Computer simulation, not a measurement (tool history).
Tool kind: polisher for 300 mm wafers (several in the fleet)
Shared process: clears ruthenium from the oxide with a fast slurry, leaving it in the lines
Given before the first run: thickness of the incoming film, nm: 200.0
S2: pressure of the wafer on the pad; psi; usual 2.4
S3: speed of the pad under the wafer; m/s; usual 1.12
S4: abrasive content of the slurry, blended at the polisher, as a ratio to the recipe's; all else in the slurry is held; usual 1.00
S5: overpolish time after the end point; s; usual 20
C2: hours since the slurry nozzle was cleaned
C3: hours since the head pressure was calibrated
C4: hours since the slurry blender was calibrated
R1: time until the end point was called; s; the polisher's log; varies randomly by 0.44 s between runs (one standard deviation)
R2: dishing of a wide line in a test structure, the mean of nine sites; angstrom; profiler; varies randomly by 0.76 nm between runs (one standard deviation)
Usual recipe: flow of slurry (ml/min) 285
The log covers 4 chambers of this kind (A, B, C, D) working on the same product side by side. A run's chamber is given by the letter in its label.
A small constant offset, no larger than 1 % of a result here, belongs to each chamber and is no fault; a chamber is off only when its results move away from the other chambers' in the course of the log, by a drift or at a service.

At day 0.021: chamber C: worn pad replaced by a new one.
Run 1B, day 0.358: usual settings; wafers polished on this pad 689; C2 207.3; C3 616.5; C4 22.6. Result: R1 49.210 s, R2 588.13 angstrom.
Run 2A, day 0.775: usual settings; wafers polished on this pad 607; C2 231.4; C3 289.3; C4 61.4. Result: R1 48.933 s, R2 580.04 angstrom.
Run 3C, day 1.350: usual settings; wafers polished on this pad 266; C2 189.1; C3 84.3; C4 61.8. Result: R1 49.272 s, R2 576.60 angstrom.
Run 4D, day 1.621: usual settings; wafers polished on this pad 339; C2 295.3; C3 1439.8; C4 144.0. Result: R1 48.941 s, R2 577.41 angstrom.
Run 5B, day 2.029: usual settings but S2 2.8 psi; wafers polished on this pad 1023; C2 247.4; C3 656.6; C4 62.7. Result: R1 42.521 s, R2 648.02 angstrom.
Run 6C, day 2.379: usual settings but S2 2.8 psi; wafers polished on this pad 472; C2 213.8; C3 109.0; C4 86.5. Result: R1 42.012 s, R2 643.23 angstrom.
Run 7A, day 2.662: usual settings but S2 2.8 psi; wafers polished on this pad 984; C2 276.7; C3 334.6; C4 106.7. Result: R1 42.331 s, R2 673.98 angstrom.
At day 2.900: chamber B: worn pad replaced by a new one.
At day 2.929: chamber A: worn pad replaced by a new one.
Run 8D, day 3.192: usual settings but S2 2.8 psi; wafers polished on this pad 653; C2 333.0; C3 1477.5; C4 181.7. Result: R1 42.333 s, R2 654.06 angstrom.
Run 9A, day 3.554: usual settings; wafers polished on this pad 125; C2 298.1; C3 356.0; C4 128.1. Result: R1 49.768 s, R2 580.49 angstrom.
At day 3.588: chamber D: worn pad replaced by a new one.
At day 4.042: chamber C: worn pad replaced by a new one.
Run 10C, day 4.100: usual settings; wafers polished on this pad 11; C2 255.1; C3 150.3; C4 127.8. Result: R1 49.656 s, R2 574.24 angstrom.
Run 11D, day 4.683: usual settings; wafers polished on this pad 219; C2 368.8; C3 1513.3; C4 217.5. Result: R1 48.737 s, R2 581.20 angstrom.
Run 12B, day 5.029: usual settings; wafers polished on this pad 425; C2 319.4; C3 728.6; C4 134.7. Result: R1 49.350 s, R2 575.40 angstrom.
At day 5.033: chamber D: head pressure recalibrated.
Run 13A, day 5.438: usual settings but flow of slurry (ml/min) 210, S5 26 s; wafers polished on this pad 501; C2 343.3; C3 401.2; C4 173.3. Result: R1 51.760 s, R2 688.38 angstrom.
Run 14D, day 5.892: usual settings but flow of slurry (ml/min) 210, S5 26 s; wafers polished on this pad 460; C2 397.8; C3 20.6; C4 246.5. Result: R1 51.452 s, R2 686.65 angstrom.
Run 15C, day 6.400: usual settings but flow of slurry (ml/min) 210, S5 26 s; wafers polished on this pad 471; C2 310.3; C3 205.5; C4 183.0. Result: R1 51.490 s, R2 683.63 angstrom.
At day 6.492: chamber D: worn pad replaced by a new one.
Run 16B, day 6.979: usual settings but flow of slurry (ml/min) 210, S5 26 s; wafers polished on this pad 815; C2 366.2; C3 775.4; C4 181.5. Result: R1 51.553 s, R2 681.23 angstrom.
At day 7.092: chamber A: worn pad replaced by a new one.
At day 7.250: chamber D: slurry blender recalibrated.
Run 17C, day 7.254: usual settings; wafers polished on this pad 642; C2 330.8; C3 226.0; C4 203.5. Result: R1 49.790 s, R2 567.74 angstrom.
Run 18B, day 7.825: usual settings but flow of slurry (ml/min) 225, S4 1.25; wafers polished on this pad 984; C2 386.5; C3 795.7; C4 201.8. Result: R1 46.081 s, R2 609.18 angstrom.
At day 7.908: chamber C: worn pad replaced by a new one.
At day 8.146: chamber B: worn pad replaced by a new one.
Run 19D, day 8.379: usual settings but flow of slurry (ml/min) 225, S4 1.25; wafers polished on this pad 377; C2 457.5; C3 80.3; C4 27.2. Result: R1 46.402 s, R2 614.00 angstrom.
Run 20A, day 8.646: usual settings but flow of slurry (ml/min) 225, S4 1.25; wafers polished on this pad 310; C2 420.3; C3 478.2; C4 250.3. Result: R1 46.344 s, R2 618.80 angstrom.
At day 8.762: chamber A: slurry blender recalibrated.
Run 21A, day 8.988: usual settings but flow of slurry (ml/min) 225, S4 1.25; wafers polished on this pad 379; C2 428.5; C3 486.4; C4 5.4. Result: R1 46.301 s, R2 631.35 angstrom.
Run 22B, day 9.371: usual settings; wafers polished on this pad 244; C2 423.6; C3 832.8; C4 238.9. Result: R1 49.554 s, R2 580.09 angstrom.
Run 23D, day 9.758: usual settings; wafers polished on this pad 653; C2 490.6; C3 113.4; C4 60.3. Result: R1 49.511 s, R2 592.54 angstrom.
At day 9.983: chamber D: worn pad replaced by a new one.
At day 10.121: chamber C: slurry blender recalibrated.
Run 24C, day 10.300: usual settings; wafers polished on this pad 478; C2 403.9; C3 299.1; C4 4.3. Result: R1 49.064 s, R2 573.81 angstrom.
Run 25A, day 10.712: usual settings but S3 1.32 m/s; wafers polished on this pad 724; C2 469.9; C3 527.8; C4 46.8. Result: R1 41.770 s, R2 669.70 angstrom.
Run 26B, day 10.983: usual settings but S3 1.32 m/s; wafers polished on this pad 567; C2 462.3; C3 871.5; C4 277.6. Result: R1 42.547 s, R2 638.99 angstrom.
At day 11.200: chamber B: head pressure recalibrated.
Run 27D, day 11.267: usual settings but S3 1.32 m/s; wafers polished on this pad 257; C2 526.8; C3 149.6; C4 96.5. Result: R1 42.373 s, R2 662.15 angstrom.
At day 11.283: chamber C: worn pad replaced by a new one.
Run 28C, day 11.692: usual settings but S3 1.32 m/s; wafers polished on this pad 81; C2 437.3; C3 332.5; C4 37.7. Result: R1 41.914 s, R2 655.60 angstrom.
At day 11.821: chamber A: worn pad replaced by a new one.
Run 29B, day 12.183: usual settings; wafers polished on this pad 807; C2 491.1; C3 23.6; C4 306.4. Result: R1 49.371 s, R2 573.63 angstrom.
Run 30C, day 12.538: usual settings but S3 0.78 m/s, S5 13 s; wafers polished on this pad 251; C2 457.6; C3 352.8; C4 58.0. Result: R1 70.759 s, R2 296.55 angstrom.
Run 31A, day 12.846: usual settings but S3 0.78 m/s, S5 13 s; wafers polished on this pad 204; C2 521.1; C3 579.0; C4 98.0. Result: R1 70.232 s, R2 308.63 angstrom.
At day 12.983: chamber D: worn pad replaced by a new one.
Run 32D, day 13.229: usual settings but S3 0.78 m/s, S5 13 s; wafers polished on this pad 49; C2 573.9; C3 196.7; C4 143.6. Result: R1 70.528 s, R2 297.10 angstrom.
Run 33B, day 13.738: usual settings but S3 0.78 m/s, S5 13 s; wafers polished on this pad 1117; C2 528.4; C3 60.9; C4 343.7. Result: R1 71.572 s, R2 297.63 angstrom.
Run 34D, day 14.088: usual settings but S3 1.32 m/s, S5 11 s; wafers polished on this pad 220; C2 594.5; C3 217.3; C4 164.2. Result: R1 41.992 s, R2 407.46 angstrom.
Run 35A, day 14.396: usual settings but S3 1.32 m/s, S5 11 s; wafers polished on this pad 514; C2 558.3; C3 616.2; C4 135.2. Result: R1 42.195 s, R2 411.58 angstrom.
At day 14.546: chamber B: worn pad replaced by a new one.
At day 14.796: chamber C: worn pad replaced by a new one.
Run 36C, day 14.883: usual settings but S3 1.32 m/s, S5 11 s; wafers polished on this pad 18; C2 513.9; C3 409.1; C4 114.3. Result: R1 41.461 s, R2 403.72 angstrom.
At day 15.017: chamber A: slurry nozzle cleaned.
Run 37C, day 15.338: usual settings but S3 1.32 m/s, S5 11 s; wafers polished on this pad 108; C2 524.8; C3 420.0; C4 125.2. Result: R1 41.820 s, R2 410.68 angstrom.
Run 38B, day 15.696: usual settings; wafers polished on this pad 229; C2 575.4; C3 107.9; C4 390.7. Result: R1 49.179 s, R2 575.45 angstrom.
At day 16.229: chamber D: worn pad replaced by a new one.
Run 39D, day 16.288: usual settings; wafers polished on this pad 12; C2 647.3; C3 270.1; C4 217.0. Result: R1 50.153 s, R2 580.79 angstrom.
At day 16.508: chamber A: worn pad replaced by a new one.
Run 40A, day 16.671: usual settings; wafers polished on this pad 32; C2 39.7; C3 670.8; C4 189.8. Result: R1 49.744 s, R2 572.98 angstrom.

For the next run the whole fleet of 4 chambers uses the same settings. Give each chamber's results:
Run 41A, day 17.100: usual settings but S5 29 s. Result: R1 ?, R2 ?.
Run 41B, day 17.100: usual settings but S5 29 s. Result: R1 ?, R2 ?.
Run 41C, day 17.100: usual settings but S5 29 s. Result: R1 ?, R2 ?.
Run 41D, day 17.100: usual settings but S5 29 s. Result: R1 ?, R2 ?.

run      R1      R2
41A  48.814  765.53
41B  49.757  757.17
41C  48.768  753.35
41D  49.501  771.48

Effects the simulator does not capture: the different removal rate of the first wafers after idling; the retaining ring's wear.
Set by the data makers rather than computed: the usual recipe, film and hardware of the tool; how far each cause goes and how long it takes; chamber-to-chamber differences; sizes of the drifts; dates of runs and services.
